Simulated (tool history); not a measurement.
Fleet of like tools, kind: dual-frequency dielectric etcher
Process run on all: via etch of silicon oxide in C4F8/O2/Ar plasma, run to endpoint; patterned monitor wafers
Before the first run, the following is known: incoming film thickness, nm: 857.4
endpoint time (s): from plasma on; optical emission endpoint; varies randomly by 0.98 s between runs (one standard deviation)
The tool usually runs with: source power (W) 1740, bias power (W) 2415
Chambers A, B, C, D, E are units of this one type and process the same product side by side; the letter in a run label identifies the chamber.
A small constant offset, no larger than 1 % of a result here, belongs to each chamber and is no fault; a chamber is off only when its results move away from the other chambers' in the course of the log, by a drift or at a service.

{"run": "1E", "day": 0.354, "source power (W)": 1740, "bias power (W)": 2415, "endpoint time (s)": 170.53}
{"run": "2A", "day": 0.754, "source power (W)": 1740, "bias power (W)": 2415, "endpoint time (s)": 167.59}
{"run": "3D", "day": 1.221, "source power (W)": 1740, "bias power (W)": 2415, "endpoint time (s)": 168.74}
{"day": 1.508, "done": "chamber D: wet clean of the chamber"}
{"run": "4B", "day": 1.671, "source power (W)": 1740, "bias power (W)": 2415, "endpoint time (s)": 170.47}
{"run": "5C", "day": 1.908, "source power (W)": 1490, "bias power (W)": 2727, "endpoint time (s)": 170.03}
{"run": "6C", "day": 2.171, "source power (W)": 1490, "bias power (W)": 2727, "endpoint time (s)": 170.8}
{"run": "7D", "day": 2.421, "source power (W)": 1490, "bias power (W)": 2727, "endpoint time (s)": 173.33}
{"run": "8A", "day": 2.733, "source power (W)": 1490, "bias power (W)": 2727, "endpoint time (s)": 171.74}
{"run": "9E", "day": 3.112, "source power (W)": 1490, "bias power (W)": 2727, "endpoint time (s)": 173.52}
{"run": "10B", "day": 3.442, "source power (W)": 1740, "bias power (W)": 2711, "endpoint time (s)": 164.16}
{"run": "11B", "day": 3.8, "source power (W)": 1740, "bias power (W)": 2711, "endpoint time (s)": 164.25}
{"run": "12E", "day": 4.167, "source power (W)": 1740, "bias power (W)": 2711, "endpoint time (s)": 162.4}
{"run": "13A", "day": 4.508, "source power (W)": 1740, "bias power (W)": 2711, "endpoint time (s)": 160.17}
{"run": "14D", "day": 4.762, "source power (W)": 1740, "bias power (W)": 2711, "endpoint time (s)": 163}
{"run": "15C", "day": 5.175, "source power (W)": 1740, "bias power (W)": 2415, "endpoint time (s)": 166.55}
{"run": "16E", "day": 5.538, "source power (W)": 1740, "bias power (W)": 2415, "endpoint time (s)": 168.33}
{"run": "17C", "day": 5.758, "source power (W)": 1740, "bias power (W)": 2415, "endpoint time (s)": 167.27}
{"run": "18B", "day": 6.104, "source power (W)": 1740, "bias power (W)": 2415, "endpoint time (s)": 168.72}
{"run": "19D", "day": 6.412, "source power (W)": 1740, "bias power (W)": 2415, "endpoint time (s)": 167.63}
{"run": "20A", "day": 6.7, "source power (W)": 1740, "bias power (W)": 2415, "endpoint time (s)": 167.01}
{"run": "21D", "day": 7.025, "source power (W)": 1740, "bias power (W)": 2415, "endpoint time (s)": 169.58}
{"run": "22E", "day": 7.317, "source power (W)": 1740, "bias power (W)": 2415, "endpoint time (s)": 167.74}
{"run": "23C", "day": 7.662, "source power (W)": 1740, "bias power (W)": 2415, "endpoint time (s)": 167.84}
{"run": "24B", "day": 8.038, "source power (W)": 1740, "bias power (W)": 2415, "endpoint time (s)": 166.04}
{"day": 8.283, "done": "chamber E: wet clean of the chamber"}
{"run": "25A", "day": 8.492, "source power (W)": 1610, "bias power (W)": 2948, "endpoint time (s)": 161.68}
{"run": "26B", "day": 8.962, "source power (W)": 1610, "bias power (W)": 2948, "endpoint time (s)": 160.93}
{"run": "27E", "day": 9.479, "source power (W)": 1610, "bias power (W)": 2948, "endpoint time (s)": 164.59}
{"run": "28C", "day": 9.75, "source power (W)": 1610, "bias power (W)": 2948, "endpoint time (s)": 163.81}
{"run": "29A", "day": 10.067, "source power (W)": 1610, "bias power (W)": 2948, "endpoint time (s)": 161.78}
{"run": "30D", "day": 10.429, "source power (W)": 1740, "bias power (W)": 2415, "endpoint time (s)": 168.87}
{"run": "31A", "day": 10.892, "source power (W)": 1740, "bias power (W)": 2415, "endpoint time (s)": 167.52}
{"run": "32E", "day": 11.258, "source power (W)": 1740, "bias power (W)": 2415, "endpoint time (s)": 168.98}
{"day": 11.346, "done": "chamber A: wet clean of the chamber"}
{"run": "33C", "day": 11.538, "source power (W)": 1740, "bias power (W)": 2415, "endpoint time (s)": 169.46}
{"run": "34B", "day": 12.025, "source power (W)": 1740, "bias power (W)": 2415, "endpoint time (s)": 163.4}
{"run": "35D", "day": 12.438, "source power (W)": 2110, "bias power (W)": 2183, "endpoint time (s)": 159.75}
{"run": "36B", "day": 12.917, "source power (W)": 2110, "bias power (W)": 2183, "endpoint time (s)": 155.56}
{"run": "37D", "day": 13.246, "source power (W)": 2110, "bias power (W)": 2183, "endpoint time (s)": 161.36}
{"run": "38A", "day": 13.504, "source power (W)": 2110, "bias power (W)": 2183, "endpoint time (s)": 159.74}
{"run": "39E", "day": 13.85, "source power (W)": 2110, "bias power (W)": 2183, "endpoint time (s)": 159.34}

Which is it: a chamber that has drifted or been left off by a service, a gauge drift common to all chambers, or only each chamber's usual small offset? If a chamber is off, name it and its likeliest cause.

One chamber, B, drifts off from the rest bit by bit.
What lies behind it: etch rate over this chamber's usual, % = 5.43.

Which of the 4 candidates below, each the usual settings with something changed and its results left as question marks, puts chamber B back in line with what the other chambers give on the usual settings?
In line here means within this much of the mean the other chambers give on the usual settings: endpoint time (s) 3.4
{"run": "40B-1", "day": 14.225, "source power (W)": 1530, "bias power (W)": 2191, "endpoint time (s)": "?"}
{"run": "40B-2", "day": 14.225, "source power (W)": 1850, "bias power (W)": 2533, "endpoint time (s)": "?"}
{"run": "40B-3", "day": 14.225, "source power (W)": 1950, "bias power (W)": 2639, "endpoint time (s)": "?"}
{"run": "40B-4", "day": 14.225, "source power (W)": 1740, "bias power (W)": 2095, "endpoint time (s)": "?"}

The other chambers' mean on the usual settings: endpoint time (s) 167.96
run=40B-1 endpoint_time_(s)=174.45
run=40B-2 endpoint_time_(s)=154.8
run=40B-3 endpoint_time_(s)=149.71
run=40B-4 endpoint_time_(s)=167.98
The answer is 40B-4, which returns the chamber to within the allowed miss of the others.

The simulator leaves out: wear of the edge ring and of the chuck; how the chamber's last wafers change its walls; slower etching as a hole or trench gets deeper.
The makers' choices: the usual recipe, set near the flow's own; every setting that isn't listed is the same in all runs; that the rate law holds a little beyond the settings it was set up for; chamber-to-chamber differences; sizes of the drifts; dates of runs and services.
